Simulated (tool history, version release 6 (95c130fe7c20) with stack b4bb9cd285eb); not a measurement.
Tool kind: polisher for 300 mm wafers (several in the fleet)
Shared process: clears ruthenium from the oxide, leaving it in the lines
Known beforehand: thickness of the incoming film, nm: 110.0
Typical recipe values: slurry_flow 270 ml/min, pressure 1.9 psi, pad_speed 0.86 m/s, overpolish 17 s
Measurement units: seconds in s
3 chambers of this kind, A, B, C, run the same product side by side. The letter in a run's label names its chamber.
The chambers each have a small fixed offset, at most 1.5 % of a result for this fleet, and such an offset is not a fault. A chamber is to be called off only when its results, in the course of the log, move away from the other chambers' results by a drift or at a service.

run,hour,slurry_flow,pressure,pad_speed,overpolish,wafers polished on this pad,hours since the slurry nozzle was cleaned,hours since the head pressure was calibrated,seconds
1C,3.6,270,1.9,0.86,17,153,312.2,201.6,106.850
# hour 6.7: chamber B: worn pad replaced by a new one
2A,8.8,270,1.9,0.86,17,373,177.6,221.3,102.510
3B,12.1,270,1.9,0.86,17,22,331.9,202.4,108.500
4C,16.8,270,1.9,0.86,17,207,325.4,214.8,105.250
5A,20.9,270,2.3,0.86,17,422,189.7,233.4,87.349
6B,24.4,270,2.3,0.86,17,72,344.2,214.7,86.171
7C,29.9,270,2.3,0.86,17,261,338.5,227.9,86.645
8A,35.2,270,1.9,0.86,17,481,204.0,247.7,102.140
9B,38.9,270,1.9,0.86,17,132,358.7,229.2,105.130
10A,42.8,270,1.9,0.86,17,512,211.6,255.3,104.990
11C,46.4,270,1.9,0.86,17,329,355.0,244.4,107.550
12B,50.4,270,1.9,0.86,17,179,370.2,240.7,106.660
13B,54.1,270,1.9,0.86,17,194,373.9,244.4,107.270
14A,60.7,270,1.9,0.86,17,586,229.5,273.2,105.930
15C,67.5,270,1.9,0.86,17,415,376.1,265.5,106.130
16A,73.6,270,1.9,0.86,17,639,242.4,286.1,105.570
17C,79.1,270,1.9,0.86,17,463,387.7,277.1,106.430
18B,82.8,270,1.9,1.00,13,312,402.6,273.1,91.806
# hour 85.7: chamber B: slurry nozzle cleaned
19C,87.4,270,1.9,1.00,13,497,396.0,285.4,93.631
20B,91.1,270,1.9,1.00,13,346,5.4,281.4,93.991
21A,97.3,270,1.9,0.86,17,736,266.1,309.8,102.650
22C,101.5,270,1.9,0.86,17,555,410.1,299.5,105.540
23B,106.1,270,1.9,0.86,17,408,20.4,296.4,105.030
24A,110.6,310,1.9,0.86,13,790,279.4,323.1,104.750
25B,114.9,310,1.9,0.86,13,444,29.2,305.2,106.010
26C,119.2,310,1.9,0.86,13,627,427.8,317.2,108.050
27A,124.4,270,1.9,0.86,17,847,293.2,336.9,102.560
28A,129.5,335,1.9,0.76,17,868,298.3,342.0,114.820
29B,136.3,335,1.9,0.76,17,532,50.6,326.6,118.770
30C,140.0,335,1.9,0.76,17,713,448.6,338.0,116.930
31B,146.0,270,1.9,0.86,17,571,60.3,336.3,108.500
32C,151.4,270,1.9,0.86,17,759,460.0,349.4,105.950
33A,156.5,270,1.9,0.86,17,979,325.3,369.0,105.390
34B,162.2,270,1.9,0.86,17,638,76.5,352.5,108.590

All chambers now run identical settings, listed one chamber a line with results as question marks. What results will each chamber show?
35A,167.2,270,1.9,0.86,17,,,,?
35B,167.2,270,1.9,0.86,17,,,,?
35C,167.2,270,1.9,0.86,17,,,,?

run,seconds
35A,104.730
35B,107.100
35C,109.440
